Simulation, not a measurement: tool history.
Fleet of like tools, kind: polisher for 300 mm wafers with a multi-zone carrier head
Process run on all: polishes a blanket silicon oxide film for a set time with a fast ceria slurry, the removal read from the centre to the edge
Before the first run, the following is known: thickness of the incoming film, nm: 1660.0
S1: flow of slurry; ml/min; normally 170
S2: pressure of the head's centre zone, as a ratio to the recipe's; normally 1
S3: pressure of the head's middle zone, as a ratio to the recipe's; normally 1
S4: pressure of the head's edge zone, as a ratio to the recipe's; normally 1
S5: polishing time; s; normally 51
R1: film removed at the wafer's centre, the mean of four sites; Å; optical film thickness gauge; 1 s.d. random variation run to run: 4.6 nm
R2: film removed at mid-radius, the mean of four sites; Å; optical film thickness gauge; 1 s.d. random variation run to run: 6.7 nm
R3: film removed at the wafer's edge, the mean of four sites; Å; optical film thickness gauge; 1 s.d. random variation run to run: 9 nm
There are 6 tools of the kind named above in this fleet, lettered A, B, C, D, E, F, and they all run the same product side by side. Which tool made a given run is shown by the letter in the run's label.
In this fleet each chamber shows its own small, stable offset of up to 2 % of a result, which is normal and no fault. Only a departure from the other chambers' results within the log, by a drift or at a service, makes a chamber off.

run,day,S1,S2,S3,S4,S5,R1,R2,R3
1A,0.329,170,1,1,1,51,6693.7,6707.6,6781.4
2B,0.762,170,1,1,1,51,6753,6577.8,6607
# day 0.833: chamber B: worn pad replaced by a new one
3E,1.308,170,1,1,1,51,6712.3,6674.5,6560.1
# day 1.625: chamber C: worn pad replaced by a new one
4F,1.842,170,1,1,1,51,6774.2,6738.1,6630.3
# day 1.996: chamber F: worn pad replaced by a new one
5D,2.517,170,1,1,1,51,6630.5,6719.2,6625.6
# day 2.8: chamber D: edge zone pressure recalibrated
# day 2.888: chamber E: worn pad replaced by a new one
6C,3.15,170,1,1,1,51,6853.8,6689.9,6722.1
# day 3.342: chamber D: worn pad replaced by a new one
# day 3.608: chamber A: worn pad replaced by a new one
7D,3.812,170,1,1,1,51,6739.6,6710.2,6757
8F,4.258,170,1,1,1,51,6726.6,6770.9,6742.5
9E,4.558,170,1,1,1,51,6747.5,6803.4,6599.9
# day 4.708: chamber B: worn pad replaced by a new one
10A,4.867,170,1,1,1,51,6702,6658.3,6597.4
11B,5.312,170,1,1,1,51,6717,6756.1,6682.3
# day 5.675: chamber F: worn pad replaced by a new one
12C,5.954,170,1,1,1,51,6774.9,6790,6750.4
# day 6.417: chamber C: slurry nozzle cleaned
# day 6.438: chamber E: edge zone pressure recalibrated
13B,6.467,170,1,1,1,51,6782.4,6688.1,6544.7
# day 6.838: chamber C: worn pad replaced by a new one
14E,6.862,170,1,1,1,51,6701.5,6779.9,6623.6
# day 6.917: chamber B: slurry nozzle cleaned
# day 7.129: chamber D: centre zone pressure recalibrated
# day 7.146: chamber C: centre zone pressure recalibrated
# day 7.162: chamber E: centre zone pressure recalibrated
# day 7.308: chamber F: centre zone pressure recalibrated
# day 7.483: chamber E: worn pad replaced by a new one
15D,7.538,170,0.89,1,1,51,5862.1,6752.3,6662.9
# day 7.571: chamber A: edge zone pressure recalibrated
# day 7.933: chamber D: worn pad replaced by a new one
16C,8.058,170,0.89,1,1,51,5911,6918.3,6835.1
17F,8.554,170,0.89,1,1,51,5928.5,6721.6,6726.2
18A,8.962,170,0.89,1,1,51,5882.8,6680.2,6715.9
# day 8.988: chamber A: worn pad replaced by a new one
# day 9: chamber B: worn pad replaced by a new one
19C,9.4,170,0.89,1,1,51,5951.8,6881.2,6684.6
# day 9.558: chamber F: worn pad replaced by a new one
20F,9.8,170,0.89,1,1,51,5964,6698,6731.3
21B,10.242,170,1,1,1,51,6770.1,6745.7,6490.2
22D,10.638,170,1,1,1,51,6729.8,6710.7,6782.6
23E,11.183,170,1,1,1,51,6387.7,6761.1,6697
# day 11.238: chamber C: worn pad replaced by a new one
# day 11.317: chamber E: worn pad replaced by a new one
# day 11.438: chamber E: slurry nozzle cleaned
24A,11.783,170,1,1,1,51,6585.2,6708.6,6733
# day 12.225: chamber D: worn pad replaced by a new one
# day 12.417: chamber A: slurry nozzle cleaned
25B,12.446,170,1,1,1,51,6800.3,6635.8,6677.3
26E,12.833,170,1,1,1,51,6435.1,6684.7,6596.7
# day 13.029: chamber B: edge zone pressure recalibrated
# day 13.3: chamber B: worn pad replaced by a new one
27F,13.417,170,1,1,1,51,6762.6,6625.2,6517.9
# day 13.708: chamber F: edge zone pressure recalibrated
# day 13.938: chamber F: worn pad replaced by a new one
28C,13.975,170,1,1,1,51,6780.1,6846.2,6843.9
# day 14.125: chamber A: worn pad replaced by a new one
29A,14.479,170,0.89,0.95,1,51,5856.8,6417.1,6782.3
30D,15.033,170,0.89,0.95,1,51,5826.6,6408.4,6666.7
# day 15.071: chamber E: worn pad replaced by a new one
31F,15.538,170,0.89,0.95,1,51,5864.8,6367.4,6765.7
# day 16.054: chamber D: worn pad replaced by a new one
32A,16.158,170,0.89,0.95,1,51,5840.4,6325,6765
# day 16.283: chamber C: worn pad replaced by a new one
33C,16.683,170,0.89,0.95,1,51,5913.2,6496.8,6729.6
34E,17.288,170,0.89,0.95,1,51,5528.6,6493.1,6603.3
35B,17.796,170,1,1,1,51,6724.9,6775.1,6622.5
# day 18.15: chamber D: slurry nozzle cleaned
36D,18.417,170,1,1,1,51,6712.2,6728,6727.2
37C,19.033,170,1,1.12,0.92,51,6822,7611,6443.6
# day 19.183: chamber E: worn pad replaced by a new one
38A,19.325,170,1,1.12,0.92,51,6697.7,7411.8,6269.8
# day 19.788: chamber D: worn pad replaced by a new one
39E,19.917,170,1,1.12,0.92,51,6372.9,7528,6297.3
40D,20.35,170,1,1.12,0.92,51,6664.7,7314.2,6450

Has any chamber moved away from the others, gradually or after a service, or does the common gauge drift, or do the chambers differ only by their own small steady offsets? State the chamber and the most likely cause if one applies.

Chamber E has stood off from the others ever since a service on it.
Cause: centre zone's pressure below its setpoint, % = 4.69.

Chamber E could run next with any of the 4 candidate recipes listed below; each alters the usual settings, and their results appear as question marks. Which one brings its results back in line with what the other chambers deliver on the usual settings?
In line here means within this much of the mean the other chambers give on the usual settings: R1 160 Å; R2 240 Å; R3 310 Å
41E-1,20.833,175,1.08,0.97,0.98,51,?,?,?
41E-2,20.833,165,0.92,1.03,1.02,51,?,?,?
41E-3,20.833,165,0.96,1.02,1.01,51,?,?,?
41E-4,20.833,175,1.04,0.98,0.99,51,?,?,?

On the usual settings, the other chambers give on average: R1 6706.8 Å; R2 6710.7 Å; R3 6691.6 Å
run,R1,R2,R3
41E-1,6920.8,6638.4,6601.7
41E-2,5748.3,6951.8,6685.9
41E-3,6022.8,6888.3,6652.7
41E-4,6643.4,6702.4,6635.3
The answer is 41E-4, which returns the chamber to within the allowed miss of the others.
